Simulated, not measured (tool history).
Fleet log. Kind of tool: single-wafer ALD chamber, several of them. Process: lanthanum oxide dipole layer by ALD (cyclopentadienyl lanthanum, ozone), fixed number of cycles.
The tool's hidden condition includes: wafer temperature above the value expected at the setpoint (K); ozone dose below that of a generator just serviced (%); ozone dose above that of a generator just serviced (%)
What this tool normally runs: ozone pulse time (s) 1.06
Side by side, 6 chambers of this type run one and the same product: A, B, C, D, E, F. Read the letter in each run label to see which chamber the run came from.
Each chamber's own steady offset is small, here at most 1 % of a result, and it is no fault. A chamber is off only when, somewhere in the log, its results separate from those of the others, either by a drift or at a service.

| run | hour | ozone pulse time (s) | hours since the last thermocouple change | hours since the last ozone generator service | read-back reference wafer on the same gauge, thickness_nm | mean film thickness on the monitor wafer (angstrom) |
|---|---|---|---|---|---|---|
|  | 5.3 | chamber A: ozone generator serviced |
| 1C | 7.4 | 1.06 | 1196.4 | 337.7 | 0.46207 | 5.1206 |
| 2F | 18.3 | 1.06 | 501.6 | 637.0 | 0.46222 | 5.0416 |
| 3A | 26.4 | 1.06 | 586.2 | 21.2 | 0.46196 | 5.0818 |
| 4E | 33.3 | 1.06 | 2109.8 | 404.2 | 0.46239 | 5.0885 |
| 5B | 38.6 | 1.06 | 1527.2 | 980.4 | 0.46187 | 5.0856 |
| 6D | 49.0 | 1.06 | 802.1 | 395.9 | 0.46245 | 5.0847 |
| 7F | 59.5 | 0.68 | 542.8 | 678.2 | 0.46197 | 4.2504 |
| 8C | 67.5 | 0.68 | 1256.5 | 397.8 | 0.46197 | 4.3389 |
| 9B | 74.3 | 0.68 | 1562.9 | 1016.1 | 0.46217 | 4.2912 |
| 10A | 81.8 | 0.68 | 641.6 | 76.6 | 0.46147 | 4.2832 |
| 11E | 92.3 | 0.68 | 2168.8 | 463.2 | 0.46193 | 4.2882 |
| 12D | 98.8 | 0.68 | 851.9 | 445.7 | 0.46171 | 4.2434 |
| 13C | 108.7 | 1.06 | 1297.7 | 439.0 | 0.46174 | 5.0979 |
| 14E | 113.8 | 1.06 | 2190.3 | 484.7 | 0.46149 | 5.0940 |
| 15B | 120.9 | 0.83 | 1609.5 | 1062.7 | 0.46195 | 4.6653 |
| 16A | 125.7 | 0.83 | 685.5 | 120.5 | 0.46209 | 4.6470 |
| 17D | 131.2 | 0.83 | 884.3 | 478.1 | 0.46198 | 4.6502 |
| 18F | 138.1 | 0.83 | 621.4 | 756.8 | 0.46202 | 4.6438 |
| 19D | 146.7 | 0.83 | 899.8 | 493.6 | 0.46188 | 4.6379 |
| 20C | 153.3 | 0.83 | 1342.3 | 483.6 | 0.46171 | 4.7081 |
| 21A | 161.1 | 1.06 | 720.9 | 155.9 | 0.46226 | 5.0622 |
|  | 167.5 | chamber D: thermocouple changed; heater temperature recalibrated |
| 22E | 170.3 | 0.84 | 2246.8 | 541.2 | 0.46238 | 4.6814 |
| 23F | 175.8 | 0.84 | 659.1 | 794.5 | 0.46215 | 4.6887 |
|  | 176.1 | chamber D: ozone generator serviced |
| 24B | 182.3 | 0.84 | 1670.9 | 1124.1 | 0.46184 | 4.6791 |
| 25F | 192.7 | 0.84 | 676.0 | 811.4 | 0.46209 | 4.6465 |
| 26D | 200.5 | 0.84 | 33.0 | 24.5 | 0.46192 | 4.6566 |
| 27A | 210.6 | 0.84 | 770.4 | 205.4 | 0.46216 | 4.7320 |
| 28E | 220.5 | 1.06 | 2297.0 | 591.4 | 0.46204 | 5.0743 |
| 29C | 227.8 | 1.06 | 1416.8 | 558.1 | 0.46183 | 5.0707 |
|  | 233.1 | chamber C: ozone generator serviced |
| 30B | 236.1 | 1.06 | 1724.7 | 1177.9 | 0.46188 | 5.0737 |
| 31F | 246.6 | 1.06 | 729.9 | 865.3 | 0.46204 | 5.0557 |
| 32E | 257.5 | 1.06 | 2334.0 | 628.4 | 0.46214 | 5.0926 |
| 33A | 268.0 | 1.06 | 827.8 | 262.8 | 0.46186 | 5.0725 |
| 34D | 274.9 | 1.06 | 107.4 | 98.9 | 0.46193 | 5.0557 |
| 35C | 282.5 | 1.06 | 1471.5 | 49.5 | 0.46170 | 5.1195 |
| 36B | 289.0 | 1.06 | 1777.6 | 1230.8 | 0.46232 | 5.0836 |
| 37F | 298.6 | 1.06 | 781.9 | 917.3 | 0.46189 | 5.0660 |
| 38C | 303.8 | 1.40 | 1492.8 | 70.8 | 0.46187 | 5.4778 |
| 39B | 312.3 | 1.40 | 1800.9 | 1254.1 | 0.46202 | 5.4263 |
| 40E | 322.2 | 1.40 | 2398.7 | 693.1 | 0.46210 | 5.4148 |
| 41D | 329.9 | 1.40 | 162.4 | 153.9 | 0.46214 | 5.4416 |

Has any chamber moved away from the others, gradually or after a service, or does the common gauge drift, or do the chambers differ only by their own small steady offsets? State the chamber and the most likely cause if one applies.

No chamber stands off beyond its own small offset, and the gauge holds steady.
